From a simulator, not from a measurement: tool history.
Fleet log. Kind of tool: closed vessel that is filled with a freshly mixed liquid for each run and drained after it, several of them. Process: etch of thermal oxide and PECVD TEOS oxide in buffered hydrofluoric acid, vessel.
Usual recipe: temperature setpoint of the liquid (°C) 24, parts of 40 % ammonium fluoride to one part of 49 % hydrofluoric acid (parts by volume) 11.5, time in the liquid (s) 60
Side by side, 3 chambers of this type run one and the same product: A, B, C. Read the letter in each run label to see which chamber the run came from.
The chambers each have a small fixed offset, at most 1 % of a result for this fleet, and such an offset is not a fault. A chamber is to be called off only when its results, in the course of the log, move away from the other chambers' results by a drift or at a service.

run,hour,temperature setpoint of the liquid (°C),parts of 40 % ammonium fluoride to one part of 49 % hydrofluoric acid (parts by volume),time in the liquid (s),"read-back film thickness of the thermal oxide reference wafer, read on the same gauge (nm)","read-back film thickness of the PECVD TEOS oxide reference wafer, read on the same gauge (nm)",thickness taken off the thermal oxide on a monitor wafer (nm),thickness taken off the PECVD TEOS oxide on a monitor wafer (nm)
1B,11.2,24,11.5,60,140.01,100.000,59.592,138.360
2C,24.2,24,11.5,60,140.01,99.953,59.120,137.250
3A,34.6,24,11.5,60,140.00,100.000,59.782,136.000
4A,45.7,24,11.5,60,140.01,100.010,59.901,136.760
5B,58.5,24,11.5,60,140.00,99.989,59.592,140.720
6C,64.2,24,11.5,60,139.99,100.040,60.248,140.040
7C,75.4,24,11.5,60,140.04,100.040,60.158,138.150
8A,86.9,24,11.5,60,140.04,100.020,60.244,136.320
9B,95.4,24,11.5,60,140.01,100.010,59.996,138.950
10C,107.8,24,11.5,60,139.99,100.020,60.253,139.700
11A,114.3,24,11.5,60,140.02,100.030,60.921,138.020
12B,126.2,24,11.5,60,139.98,99.990,60.162,140.100
13B,136.0,24,8.5,60,139.99,99.974,78.239,185.160
14C,147.0,24,8.5,60,139.97,100.010,78.837,180.110
15A,159.3,24,8.5,60,139.98,99.989,78.361,178.060
16A,167.8,24,11.5,60,139.98,99.991,60.040,137.400
17B,176.2,24,11.5,60,140.05,100.010,59.407,140.010
18C,187.1,24,11.5,60,139.99,99.972,60.112,142.280
19C,196.2,21,9.0,60,139.99,100.040,62.827,146.210
20A,203.9,21,9.0,60,139.96,99.961,62.701,143.340
21B,212.9,21,9.0,60,140.00,100.000,61.804,148.070
22A,220.8,24,11.5,60,139.99,100.040,61.189,137.020
23C,229.1,24,11.5,60,140.01,100.010,59.800,138.520
24B,235.7,24,11.5,60,140.02,99.984,59.725,139.900
25A,246.5,22,11.5,85,139.98,99.980,76.476,177.790
26C,258.0,22,11.5,85,139.98,100.050,76.288,176.220
27B,266.3,22,11.5,85,139.98,99.995,75.868,178.070
# hour 268.2: chamber C: thermometer replaced
28A,272.8,24,11.5,40,139.99,100.020,40.289,92.679
29C,281.2,24,11.5,40,140.02,99.981,39.804,93.291
30B,291.1,24,11.5,40,140.00,99.986,39.898,92.212
31C,302.6,24,8.0,70,139.99,99.968,97.257,225.100
32B,312.6,24,8.0,70,140.00,100.010,96.987,227.120
33A,319.2,24,8.0,70,140.00,99.974,98.066,219.270
34B,329.7,24,11.5,60,139.97,100.000,59.974,138.190

All chambers now run identical settings, listed one chamber a line with results as question marks. What results will each chamber show?
35A,339.0,24,11.5,60,,,?,?
35B,339.0,24,11.5,60,,,?,?
35C,339.0,24,11.5,60,,,?,?

run,thickness taken off the thermal oxide on a monitor wafer (nm),thickness taken off the PECVD TEOS oxide on a monitor wafer (nm)
35A,60.634,136.340
35B,59.606,139.510
35C,60.322,139.860
